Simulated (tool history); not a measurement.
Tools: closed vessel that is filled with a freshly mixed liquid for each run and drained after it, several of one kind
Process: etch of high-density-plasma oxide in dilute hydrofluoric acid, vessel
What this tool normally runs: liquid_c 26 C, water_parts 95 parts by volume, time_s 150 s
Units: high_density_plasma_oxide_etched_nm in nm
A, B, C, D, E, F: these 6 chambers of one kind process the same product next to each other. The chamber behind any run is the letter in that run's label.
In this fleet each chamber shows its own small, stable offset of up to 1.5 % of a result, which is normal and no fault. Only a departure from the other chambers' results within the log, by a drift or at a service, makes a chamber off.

| run | hour | liquid_c | water_parts | time_s | hours since the thermometer was replaced | hours since the hydrofluoric acid flow meter was replaced | read-back film thickness of the high-density-plasma oxide reference wafer, read on the same gauge (nm) | high_density_plasma_oxide_etched_nm |
|---|---|---|---|---|---|---|---|---|
| 1F | 6.0 | 26 | 95 | 150 | 1178.6 | 385.7 | 70.018 | 8.7098 |
| 2A | 12.3 | 26 | 95 | 150 | 170.0 | 615.0 | 69.978 | 8.7859 |
| 3B | 22.7 | 26 | 95 | 150 | 1155.5 | 1246.8 | 69.970 | 8.5778 |
| 4C | 32.2 | 26 | 95 | 150 | 520.2 | 471.3 | 69.995 | 8.7567 |
| 5E | 37.7 | 26 | 95 | 150 | 519.9 | 1879.1 | 69.994 | 8.6524 |
| 6D | 45.6 | 29 | 95 | 225 | 883.8 | 1159.1 | 70.012 | 14.7670 |
| 7A | 51.0 | 29 | 95 | 225 | 208.7 | 653.7 | 70.011 | 15.0130 |
| 8C | 56.9 | 29 | 95 | 225 | 544.9 | 496.0 | 69.971 | 14.8560 |
| 9F | 66.0 | 29 | 95 | 225 | 1238.6 | 445.7 | 69.981 | 14.8990 |
| 10B | 73.7 | 29 | 95 | 225 | 1206.5 | 1297.8 | 70.001 | 14.4310 |
| 11E | 78.4 | 29 | 95 | 225 | 560.6 | 1919.8 | 69.992 | 14.4950 |
| 12D | 85.4 | 26 | 95 | 150 | 923.6 | 1198.9 | 69.993 | 8.7640 |
| 13E | 95.5 | 26 | 95 | 150 | 577.7 | 1936.9 | 70.026 | 8.6596 |
| 14B | 103.3 | 26 | 95 | 150 | 1236.1 | 1327.4 | 69.988 | 8.7076 |
| 15D | 109.9 | 26 | 95 | 150 | 948.1 | 1223.4 | 70.013 | 8.7841 |
| 16C | 116.1 | 26 | 95 | 150 | 604.1 | 555.2 | 69.991 | 8.5102 |
| 17A | 122.5 | 26 | 95 | 150 | 280.2 | 725.2 | 69.938 | 8.8097 |
|  | 127.7 | chamber E: thermometer replaced |
| 18F | 130.7 | 26 | 95 | 150 | 1303.3 | 510.4 | 70.036 | 8.8215 |
| 19D | 140.0 | 26 | 95 | 200 | 978.2 | 1253.5 | 70.018 | 11.7580 |
| 20B | 149.9 | 26 | 95 | 200 | 1282.7 | 1374.0 | 69.961 | 11.4090 |
| 21C | 156.1 | 26 | 95 | 200 | 644.1 | 595.2 | 70.050 | 10.9990 |
| 22F | 161.8 | 26 | 95 | 200 | 1334.4 | 541.5 | 69.990 | 11.7930 |
| 23A | 170.9 | 26 | 95 | 200 | 328.6 | 773.6 | 70.010 | 12.0200 |
| 24E | 181.1 | 26 | 95 | 200 | 53.5 | 2022.5 | 69.974 | 11.4330 |
| 25C | 191.5 | 26 | 95 | 150 | 679.5 | 630.6 | 69.985 | 8.1511 |
| 26A | 200.2 | 26 | 45 | 235 | 357.9 | 802.9 | 69.974 | 30.8260 |
| 27B | 206.4 | 26 | 45 | 235 | 1339.2 | 1430.5 | 70.007 | 30.5270 |
| 28D | 216.6 | 26 | 45 | 235 | 1054.8 | 1330.1 | 70.022 | 31.2530 |
| 29E | 223.0 | 26 | 45 | 235 | 95.4 | 2064.4 | 69.970 | 30.1570 |
| 30F | 230.1 | 26 | 45 | 235 | 1402.7 | 609.8 | 70.029 | 30.4760 |
| 31F | 238.0 | 26 | 45 | 235 | 1410.6 | 617.7 | 69.982 | 30.9570 |
| 32E | 245.3 | 26 | 95 | 150 | 117.7 | 2086.7 | 69.961 | 8.5720 |
| 33C | 254.1 | 26 | 95 | 150 | 742.1 | 693.2 | 69.950 | 7.8967 |
| 34B | 260.4 | 26 | 95 | 150 | 1393.2 | 1484.5 | 69.980 | 8.5429 |
| 35D | 264.9 | 26 | 95 | 75 | 1103.1 | 1378.4 | 70.028 | 4.3541 |
| 36A | 273.6 | 26 | 95 | 75 | 431.3 | 876.3 | 69.951 | 4.4061 |
| 37A | 283.8 | 26 | 95 | 75 | 441.5 | 886.5 | 70.039 | 4.4136 |
| 38D | 289.1 | 26 | 95 | 75 | 1127.3 | 1402.6 | 70.007 | 4.4386 |
| 39B | 299.1 | 26 | 95 | 75 | 1431.9 | 1523.2 | 69.967 | 4.2997 |
| 40C | 306.3 | 26 | 95 | 75 | 794.3 | 745.4 | 69.976 | 3.8799 |

What goes on in this fleet: one chamber off, a drifting gauge, or nothing beyond the chambers' own small offsets? Name the chamber and the cause, if any.

It is chamber C that slowly wanders off from its peers.
What lies behind it: hydrofluoric acid flow below the setpoint (%) = 10.3.
With only this log, it may be confused with: liquid colder than its thermometer reads (K).

Chamber C could run next with any of the 4 candidate recipes listed below; each alters the usual settings, and their results appear as question marks. Which one brings its results back in line with what the other chambers deliver on the usual settings?
To be in line, a result may differ from the other chambers' mean on the usual settings by at most: high_density_plasma_oxide_etched_nm 0.2800 nm
| 41C-1 | 313.9 | 26.0 | 100 | 140 |  |  |  | ? |
| 41C-2 | 313.9 | 29.0 | 95 | 150 |  |  |  | ? |
| 41C-3 | 313.9 | 26.0 | 90 | 150 |  |  |  | ? |
| 41C-4 | 313.9 | 24.5 | 95 | 150 |  |  |  | ? |

Usual-settings mean across the other chambers: high_density_plasma_oxide_etched_nm 8.7494 nm
| run | high_density_plasma_oxide_etched_nm |
|---|---|
| 41C-1 | 6.8140 |
| 41C-2 | 8.6622 |
| 41C-3 | 8.2272 |
| 41C-4 | 7.3052 |
Change 41C-2 lands the chamber within the allowed miss of the other chambers.
